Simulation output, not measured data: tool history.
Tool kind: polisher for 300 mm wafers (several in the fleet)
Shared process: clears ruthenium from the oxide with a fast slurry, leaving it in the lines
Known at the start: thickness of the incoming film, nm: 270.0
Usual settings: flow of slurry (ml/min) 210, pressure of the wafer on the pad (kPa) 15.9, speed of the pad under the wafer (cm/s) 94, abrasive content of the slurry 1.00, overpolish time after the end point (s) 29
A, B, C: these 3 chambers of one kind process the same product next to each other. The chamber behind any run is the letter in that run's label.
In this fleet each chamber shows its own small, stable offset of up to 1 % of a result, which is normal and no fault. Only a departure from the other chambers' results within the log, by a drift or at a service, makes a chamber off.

run	hour	flow of slurry (ml/min)	pressure of the wafer on the pad (kPa)	speed of the pad under the wafer (cm/s)	abrasive content of the slurry	overpolish time after the end point (s)	time until the end point was called (s)	dishing of a wide line in a test structure (nm)
1C	6.6	210	15.9	94	1.00	29	92.599	69.283
2B	14.8	210	15.9	94	1.00	29	93.615	66.326
3A	20.9	210	15.9	94	1.00	29	90.398	65.826
4B	27.5	210	15.9	94	1.00	29	90.911	68.316
5C	34.3	210	15.9	94	1.00	29	92.066	65.782
6A	42.5	210	15.9	94	1.00	29	91.209	67.639
7B	48.7	210	15.9	94	1.00	29	90.786	68.425
8C	57.3	210	15.9	94	1.00	29	91.931	67.089
# hour 58.0: chamber B: head pressure recalibrated
9A	64.1	210	15.9	94	1.00	29	90.546	68.521
# hour 65.8: chamber A: head pressure recalibrated
10B	70.5	210	15.9	94	1.00	29	90.069	65.235
11A	78.1	210	15.9	94	1.00	29	91.054	66.557
12C	86.1	210	15.9	94	1.00	29	91.013	65.771
13A	93.2	210	15.9	94	1.00	29	94.454	66.506
# hour 94.3: chamber B: slurry nozzle cleaned
14B	101.3	210	19.3	94	0.80	29	83.193	74.209
15C	108.6	210	19.3	94	0.80	29	85.781	71.078
16B	116.2	210	19.3	94	0.80	29	83.591	71.391
17A	124.5	210	15.9	94	1.00	29	95.788	63.508
# hour 125.7: chamber C: worn pad replaced by a new one
18C	131.4	210	15.9	94	1.00	29	91.067	66.747
19B	139.1	210	12.4	94	1.00	29	114.290	56.363
20A	148.0	210	12.4	94	1.00	29	125.510	50.885
# hour 151.0: chamber B: slurry blender recalibrated
# hour 154.5: chamber C: head pressure recalibrated
21C	156.4	210	12.4	94	1.00	29	118.110	54.133
22B	165.2	210	19.3	94	1.25	29	68.516	83.876

Read the log: is a single chamber off, either drifting away or since a service, is the gauge that measures every chamber drifting, or is nothing wrong beyond small per-chamber offsets? Name any odd chamber and what most likely caused it.

Chamber A drifts away from the others.
What lies behind it: removal rate lost through wear of the pad, % = 10.2.
It could be hard to tell apart here from: abrasive missing from the slurry, %.

Here are 4 candidates for chamber A's next run, each the usual settings with a change, their results left as question marks. Which one brings its results back in line with what the others give on the usual settings?
In line means no further than this from the other chambers' mean on the usual settings: time until the end point was called (s) 3.000; dishing of a wide line in a test structure (nm) 4.700
23A-1	171.9	210	15.2	90	1.00	29	?	?
23A-2	171.9	210	16.5	100	1.00	29	?	?
23A-3	171.9	215	17.2	102	1.05	29	?	?
23A-4	171.9	210	14.5	88	0.95	29	?	?

The mean the other chambers reach with the usual settings: time until the end point was called (s) 91.491; dishing of a wide line in a test structure (nm) 67.072
run	time until the end point was called (s)	dishing of a wide line in a test structure (nm)
23A-1	110.450	56.684
23A-2	91.286	66.862
23A-3	83.852	71.856
23A-4	121.090	52.263
With 23A-2, the chamber falls back in line with the rest.
